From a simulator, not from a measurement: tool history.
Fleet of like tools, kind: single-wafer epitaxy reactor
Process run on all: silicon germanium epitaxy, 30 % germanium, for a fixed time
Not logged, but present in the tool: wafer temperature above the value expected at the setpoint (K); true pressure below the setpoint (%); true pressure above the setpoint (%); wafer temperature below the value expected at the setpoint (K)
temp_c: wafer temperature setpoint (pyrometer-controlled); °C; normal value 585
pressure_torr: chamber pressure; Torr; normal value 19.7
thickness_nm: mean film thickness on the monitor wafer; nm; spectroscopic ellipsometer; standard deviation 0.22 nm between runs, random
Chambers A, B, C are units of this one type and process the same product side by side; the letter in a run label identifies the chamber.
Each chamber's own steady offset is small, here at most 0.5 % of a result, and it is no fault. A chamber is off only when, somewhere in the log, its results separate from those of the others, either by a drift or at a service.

| run | hour | temp_c | pressure_torr | hours since the last pyrometer calibration | hours since the last manometer calibration | read-back reference wafer on the same gauge, thickness_nm | thickness_nm |
|---|---|---|---|---|---|---|---|
| 1C | 10.4 | 585 | 19.7 | 787.6 | 1052.2 | 45.917 | 43.759 |
| 2B | 21.3 | 585 | 19.7 | 654.0 | 700.3 | 45.955 | 44.756 |
| 3A | 30.7 | 585 | 19.7 | 1490.9 | 1279.3 | 45.886 | 43.980 |
| 4C | 36.8 | 585 | 19.7 | 814.0 | 1078.6 | 45.861 | 44.620 |
| 5B | 45.4 | 585 | 19.7 | 678.1 | 724.4 | 45.900 | 44.116 |
| 6A | 56.6 | 585 | 19.7 | 1516.8 | 1305.2 | 45.880 | 44.252 |
|  | 57.5 | chamber C: capacitance manometer re-zeroed and calibrated |
| 7A | 67.0 | 585 | 15.0 | 1527.2 | 1315.6 | 45.908 | 39.895 |
| 8C | 76.5 | 585 | 15.0 | 853.7 | 19.0 | 45.870 | 39.687 |
| 9B | 83.3 | 585 | 15.0 | 716.0 | 762.3 | 45.887 | 39.670 |
| 10A | 94.0 | 585 | 19.7 | 1554.2 | 1342.6 | 45.884 | 44.237 |
| 11C | 99.3 | 585 | 19.7 | 876.5 | 41.8 | 45.894 | 44.450 |
| 12B | 104.6 | 585 | 19.7 | 737.3 | 783.6 | 45.839 | 44.242 |
| 13C | 113.5 | 585 | 19.7 | 890.7 | 56.0 | 45.917 | 44.103 |
|  | 120.8 | chamber A: capacitance manometer re-zeroed and calibrated |
| 14B | 121.7 | 585 | 19.7 | 754.4 | 800.7 | 45.908 | 44.238 |
| 15A | 127.1 | 585 | 19.7 | 1587.3 | 6.4 | 45.902 | 44.561 |
| 16C | 133.6 | 585 | 19.7 | 910.8 | 76.1 | 45.852 | 44.242 |
| 17A | 140.0 | 585 | 19.7 | 1600.2 | 19.3 | 45.840 | 44.417 |
| 18B | 150.1 | 577 | 24.4 | 782.8 | 829.1 | 45.874 | 41.374 |
| 19A | 159.5 | 577 | 24.4 | 1619.7 | 38.8 | 45.930 | 41.455 |
| 20C | 167.4 | 577 | 24.4 | 944.6 | 109.9 | 45.888 | 41.651 |
| 21B | 177.9 | 585 | 19.7 | 810.6 | 856.9 | 45.876 | 44.152 |
| 22A | 189.8 | 585 | 19.7 | 1650.0 | 69.1 | 45.892 | 44.881 |
| 23C | 201.2 | 585 | 19.7 | 978.4 | 143.7 | 45.878 | 44.000 |
| 24B | 210.6 | 589 | 19.7 | 843.3 | 889.6 | 45.942 | 47.752 |
| 25C | 219.3 | 589 | 19.7 | 996.5 | 161.8 | 45.931 | 47.422 |
| 26B | 225.5 | 589 | 19.7 | 858.2 | 904.5 | 45.912 | 47.856 |
| 27A | 231.7 | 580 | 15.7 | 1691.9 | 111.0 | 45.889 | 37.326 |
| 28B | 243.2 | 580 | 15.7 | 875.9 | 922.2 | 45.881 | 36.518 |
| 29A | 249.8 | 580 | 15.7 | 1710.0 | 129.1 | 45.922 | 37.493 |
| 30C | 256.0 | 585 | 19.7 | 1033.2 | 198.5 | 45.838 | 44.291 |
| 31B | 264.6 | 585 | 19.7 | 897.3 | 943.6 | 45.861 | 44.132 |
| 32C | 272.6 | 596 | 15.1 | 1049.8 | 215.1 | 45.883 | 48.607 |
| 33A | 279.4 | 596 | 15.1 | 1739.6 | 158.7 | 45.864 | 50.425 |
| 34A | 289.7 | 596 | 15.1 | 1749.9 | 169.0 | 45.897 | 50.376 |
| 35C | 298.2 | 585 | 19.7 | 1075.4 | 240.7 | 45.900 | 44.509 |
| 36B | 310.1 | 585 | 19.7 | 942.8 | 989.1 | 45.891 | 44.112 |
| 37A | 320.1 | 585 | 22.2 | 1780.3 | 199.4 | 45.931 | 47.444 |

What goes on in this fleet: one chamber off, a drifting gauge, or nothing beyond the chambers' own small offsets? Name the chamber and the cause, if any.

One chamber, A, drifts off from the rest bit by bit.
What lies behind it: wafer temperature above the value expected at the setpoint (K) = 1.82.
The log may not tell that from: true pressure above the setpoint (%).

Below are 4 candidate recipes for chamber A's next run, each the usual settings with a change, their results shown as question marks. Which of them brings A's results back in line with what the other chambers give on the usual settings?
In-line tolerance around the mean of the other chambers on the usual settings: thickness_nm 0.770 nm
| 38A-1 | 328.9 | 585 | 21.5 |  |  |  | ? |
| 38A-2 | 328.9 | 583 | 19.5 |  |  |  | ? |
| 38A-3 | 328.9 | 588 | 20.1 |  |  |  | ? |
| 38A-4 | 328.9 | 585 | 16.7 |  |  |  | ? |

What the other chambers average on the usual settings: thickness_nm 44.284 nm
| run | thickness_nm |
|---|---|
| 38A-1 | 47.784 |
| 38A-2 | 44.223 |
| 38A-3 | 49.246 |
| 38A-4 | 43.182 |
Change 38A-2 lands the chamber within the allowed miss of the other chambers.

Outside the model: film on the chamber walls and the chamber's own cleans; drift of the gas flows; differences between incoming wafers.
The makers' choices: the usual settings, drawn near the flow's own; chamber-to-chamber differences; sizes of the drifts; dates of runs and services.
